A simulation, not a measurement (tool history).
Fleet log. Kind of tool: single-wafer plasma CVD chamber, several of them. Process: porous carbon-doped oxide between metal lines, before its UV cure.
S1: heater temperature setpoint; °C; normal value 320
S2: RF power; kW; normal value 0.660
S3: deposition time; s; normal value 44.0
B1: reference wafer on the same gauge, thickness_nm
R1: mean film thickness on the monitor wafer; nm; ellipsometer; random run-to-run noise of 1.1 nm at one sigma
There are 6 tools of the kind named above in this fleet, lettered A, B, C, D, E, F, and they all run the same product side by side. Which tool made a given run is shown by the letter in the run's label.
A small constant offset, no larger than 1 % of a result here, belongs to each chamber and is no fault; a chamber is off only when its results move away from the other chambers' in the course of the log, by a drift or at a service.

| run | hour | S1 | S2 | S3 | B1 | R1 |
|---|---|---|---|---|---|---|
| 1B | 4.2 | 320 | 0.660 | 44.0 | 259.86 | 252.07 |
| 2D | 6.9 | 320 | 0.660 | 44.0 | 259.99 | 254.24 |
| 3E | 9.8 | 320 | 0.660 | 44.0 | 259.99 | 256.01 |
| 4A | 13.6 | 320 | 0.660 | 44.0 | 260.18 | 253.35 |
| 5C | 16.8 | 320 | 0.660 | 44.0 | 260.03 | 254.37 |
| 6F | 19.8 | 320 | 0.660 | 44.0 | 260.24 | 255.22 |
| 7D | 22.6 | 320 | 0.660 | 44.0 | 260.19 | 253.96 |
| 8A | 27.4 | 320 | 0.660 | 44.0 | 259.90 | 253.21 |
| 9C | 32.1 | 320 | 0.660 | 44.0 | 259.97 | 252.45 |
| 10F | 35.3 | 320 | 0.660 | 44.0 | 259.99 | 254.63 |
| 11E | 37.9 | 320 | 0.660 | 44.0 | 259.89 | 256.28 |
| 12B | 40.6 | 320 | 0.660 | 44.0 | 260.10 | 251.03 |
|  | 40.8 | chamber D: RF generator calibrated |
| 13A | 42.8 | 320 | 0.660 | 44.0 | 259.95 | 253.46 |
| 14E | 46.5 | 320 | 0.660 | 44.0 | 260.06 | 256.31 |
| 15C | 48.7 | 320 | 0.660 | 44.0 | 260.08 | 253.06 |
| 16D | 51.3 | 320 | 0.660 | 44.0 | 260.13 | 252.30 |
| 17B | 55.9 | 320 | 0.660 | 44.0 | 259.72 | 251.71 |
| 18F | 58.6 | 320 | 0.660 | 44.0 | 259.88 | 254.06 |
| 19B | 61.4 | 320 | 0.700 | 44.0 | 259.75 | 261.12 |
| 20D | 64.9 | 320 | 0.700 | 44.0 | 260.07 | 265.92 |
| 21F | 68.3 | 320 | 0.700 | 44.0 | 260.00 | 263.60 |
| 22A | 72.6 | 320 | 0.700 | 44.0 | 260.09 | 263.73 |
| 23C | 75.6 | 320 | 0.700 | 44.0 | 260.24 | 263.59 |
| 24E | 77.8 | 320 | 0.700 | 44.0 | 260.09 | 260.50 |
| 25C | 79.9 | 320 | 0.660 | 44.0 | 259.81 | 255.25 |
| 26B | 82.8 | 320 | 0.660 | 44.0 | 260.16 | 252.11 |
| 27A | 87.2 | 320 | 0.660 | 44.0 | 259.78 | 253.97 |
| 28F | 89.3 | 320 | 0.660 | 44.0 | 259.97 | 254.28 |
| 29E | 92.1 | 320 | 0.660 | 44.0 | 260.04 | 251.72 |
| 30D | 94.3 | 320 | 0.660 | 44.0 | 260.03 | 254.38 |
| 31C | 96.8 | 320 | 0.660 | 44.0 | 260.12 | 253.52 |
| 32A | 101.1 | 320 | 0.660 | 44.0 | 259.88 | 254.87 |
| 33D | 103.8 | 320 | 0.660 | 44.0 | 259.83 | 255.25 |
| 34E | 108.1 | 320 | 0.660 | 44.0 | 260.03 | 252.04 |
| 35B | 110.1 | 320 | 0.660 | 44.0 | 260.10 | 252.50 |
| 36F | 113.0 | 320 | 0.660 | 48.1 | 259.98 | 275.44 |
| 37E | 117.4 | 320 | 0.660 | 48.1 | 259.80 | 273.88 |
| 38C | 121.3 | 320 | 0.660 | 48.1 | 260.08 | 275.91 |
| 39A | 124.5 | 320 | 0.660 | 48.1 | 259.79 | 278.78 |
| 40B | 126.8 | 320 | 0.660 | 48.1 | 260.15 | 275.72 |
| 41D | 129.7 | 320 | 0.660 | 48.1 | 259.90 | 278.20 |
| 42F | 131.8 | 320 | 0.660 | 44.0 | 260.12 | 252.58 |
| 43E | 134.7 | 320 | 0.660 | 44.0 | 259.97 | 250.34 |
| 44A | 138.5 | 320 | 0.660 | 44.0 | 260.03 | 254.37 |

Each of the 6 chambers runs these same settings next. Fill in every chamber's results:
| 45A | 141.9 | 320 | 0.760 | 44.0 |  | ? |
| 45B | 141.9 | 320 | 0.760 | 44.0 |  | ? |
| 45C | 141.9 | 320 | 0.760 | 44.0 |  | ? |
| 45D | 141.9 | 320 | 0.760 | 44.0 |  | ? |
| 45E | 141.9 | 320 | 0.760 | 44.0 |  | ? |
| 45F | 141.9 | 320 | 0.760 | 44.0 |  | ? |

| run | R1 |
|---|---|
| 45A | 278.79 |
| 45B | 278.53 |
| 45C | 278.57 |
| 45D | 279.52 |
| 45E | 273.92 |
| 45F | 279.44 |
